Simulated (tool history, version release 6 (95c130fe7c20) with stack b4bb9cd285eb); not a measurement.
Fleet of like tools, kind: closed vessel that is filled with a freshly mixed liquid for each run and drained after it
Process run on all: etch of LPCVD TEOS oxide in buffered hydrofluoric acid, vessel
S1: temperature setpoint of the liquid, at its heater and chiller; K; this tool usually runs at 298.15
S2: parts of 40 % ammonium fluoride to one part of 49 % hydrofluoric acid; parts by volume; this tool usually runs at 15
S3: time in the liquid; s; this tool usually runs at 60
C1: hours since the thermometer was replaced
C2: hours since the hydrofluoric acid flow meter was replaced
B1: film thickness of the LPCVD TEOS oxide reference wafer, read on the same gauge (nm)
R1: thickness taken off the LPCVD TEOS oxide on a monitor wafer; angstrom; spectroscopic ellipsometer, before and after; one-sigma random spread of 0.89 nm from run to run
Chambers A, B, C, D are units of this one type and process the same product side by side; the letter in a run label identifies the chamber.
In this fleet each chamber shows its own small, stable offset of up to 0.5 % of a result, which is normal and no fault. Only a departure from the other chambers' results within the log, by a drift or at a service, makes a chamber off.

| run | day | S1 | S2 | S3 | C1 | C2 | B1 | R1 |
|---|---|---|---|---|---|---|---|---|
| 1C | 0.138 | 298.15 | 15 | 60 | 410.4 | 493.2 | 120.01 | 951.69 |
| 2A | 0.275 | 298.15 | 15 | 60 | 796.4 | 59.8 | 120 | 954.33 |
| 3D | 0.388 | 298.15 | 15 | 60 | 448.1 | 554 | 120.01 | 936.93 |
| 4B | 0.525 | 298.15 | 15 | 60 | 308.6 | 565.1 | 120.02 | 925.69 |
| 5D | 0.638 | 298.15 | 15 | 60 | 454.1 | 560 | 120.02 | 940.55 |
| 6C | 0.804 | 298.15 | 15 | 60 | 426.4 | 509.2 | 119.99 | 935.73 |
| 7A | 0.971 | 298.15 | 15 | 60 | 813.1 | 76.5 | 119.95 | 922.38 |
| 8B | 1.167 | 298.15 | 15 | 60 | 324 | 580.5 | 120.04 | 943.93 |
| 9A | 1.296 | 298.15 | 15 | 60 | 820.9 | 84.3 | 120.01 | 943.25 |
| 10D | 1.433 | 298.15 | 15 | 60 | 473.2 | 579.1 | 120.02 | 949.63 |
| 11B | 1.596 | 298.15 | 15 | 60 | 334.3 | 590.8 | 119.97 | 943.75 |
| 12C | 1.779 | 298.15 | 15 | 60 | 449.8 | 532.6 | 120.02 | 935.07 |
| 13D | 1.871 | 298.15 | 15 | 45 | 483.7 | 589.6 | 120 | 714.64 |
| 14B | 2.054 | 298.15 | 15 | 45 | 345.3 | 601.8 | 120.02 | 709.95 |
| 15C | 2.15 | 298.15 | 15 | 45 | 458.7 | 541.5 | 120 | 703.96 |
| 16A | 2.279 | 298.15 | 15 | 45 | 844.5 | 107.9 | 119.98 | 702.63 |
| 17C | 2.388 | 298.15 | 15 | 60 | 464.4 | 547.2 | 119.98 | 943.5 |
| 18A | 2.558 | 302.15 | 19.5 | 60 | 851.2 | 114.6 | 120 | 894.03 |
| 19D | 2.729 | 302.15 | 19.5 | 60 | 504.3 | 610.2 | 119.96 | 929.31 |
| 20B | 2.829 | 302.15 | 19.5 | 60 | 363.9 | 620.4 | 120 | 904.98 |
| 21B | 2.983 | 302.15 | 19.5 | 60 | 367.6 | 624.1 | 120.03 | 888.15 |
| 22A | 3.154 | 298.15 | 12 | 40 | 865.5 | 128.9 | 120.01 | 773.9 |
| 23D | 3.3 | 298.15 | 12 | 40 | 518 | 623.9 | 120.03 | 830.69 |
| 24C | 3.417 | 298.15 | 12 | 40 | 489.1 | 571.9 | 120.03 | 782.57 |
| 25D | 3.592 | 298.15 | 12 | 40 | 525 | 630.9 | 119.98 | 802.19 |
| 26A | 3.754 | 298.15 | 15 | 60 | 879.9 | 143.3 | 119.99 | 940.49 |
| 27C | 3.871 | 298.15 | 15 | 60 | 500 | 582.8 | 119.97 | 926.21 |
| 28B | 3.967 | 298.15 | 15 | 60 | 391.2 | 647.7 | 120.02 | 943.85 |
| 29B | 4.154 | 298.15 | 15 | 60 | 395.7 | 652.2 | 120.02 | 951.07 |
| 30D | 4.321 | 298.15 | 15 | 60 | 542.5 | 648.4 | 120.02 | 997.48 |
| 31A | 4.467 | 298.15 | 15 | 60 | 897 | 160.4 | 120.01 | 944.54 |
| 32C | 4.633 | 298.15 | 15 | 60 | 518.3 | 601.1 | 120.01 | 922.97 |
| 33C | 4.812 | 298.15 | 15 | 60 | 522.6 | 605.4 | 119.98 | 921.48 |
| 34D | 4.967 | 298.15 | 15 | 60 | 558 | 663.9 | 119.96 | 999.43 |
| 35B | 5.112 | 298.15 | 10 | 60 | 418.7 | 675.2 | 119.97 | 1403.9 |
| 36A | 5.3 | 298.15 | 10 | 60 | 917 | 180.4 | 120.03 | 1389.5 |
| 37D | 5.483 | 298.15 | 10 | 60 | 570.4 | 676.3 | 120.01 | 1490.8 |
| 38C | 5.629 | 298.15 | 10 | 60 | 542.2 | 625 | 120.04 | 1394.6 |
| 39B | 5.767 | 298.15 | 15 | 60 | 434.4 | 690.9 | 119.98 | 936.71 |
| 40A | 5.867 | 298.15 | 15 | 60 | 930.6 | 194 | 119.96 | 955.34 |
| 41A | 5.958 | 298.15 | 15 | 60 | 932.8 | 196.2 | 120.01 | 947.17 |
| 42C | 6.121 | 298.15 | 11 | 35 | 554 | 636.8 | 120 | 728.51 |

Which is it: a chamber that has drifted or been left off by a service, a gauge drift common to all chambers, or only each chamber's usual small offset? If a chamber is off, name it and its likeliest cause.

It is chamber D that slowly wanders off from its peers.
What lies behind it: liquid hotter than its thermometer reads (K) = 1.44.
Not necessarily distinguishable in this log from: hydrofluoric acid flow above the setpoint (%).

Which of the 4 candidates below, each the usual settings with something changed and its results left as question marks, puts chamber D back in line with what the other chambers give on the usual settings?
In-line tolerance around the mean of the other chambers on the usual settings: R1 31 angstrom
| 43D-1 | 6.271 | 298.15 | 15 | 65 |  |  |  | ? |
| 43D-2 | 6.271 | 298.15 | 14.5 | 60 |  |  |  | ? |
| 43D-3 | 6.271 | 298.15 | 15.5 | 60 |  |  |  | ? |
| 43D-4 | 6.271 | 298.15 | 15 | 55 |  |  |  | ? |

What the other chambers average on the usual settings: R1 940.37 angstrom
| run | R1 |
|---|---|
| 43D-1 | 1111 |
| 43D-2 | 1060 |
| 43D-3 | 993.33 |
| 43D-4 | 940.11 |
43D-4 is the one that brings the chamber's results back in line with the other chambers.
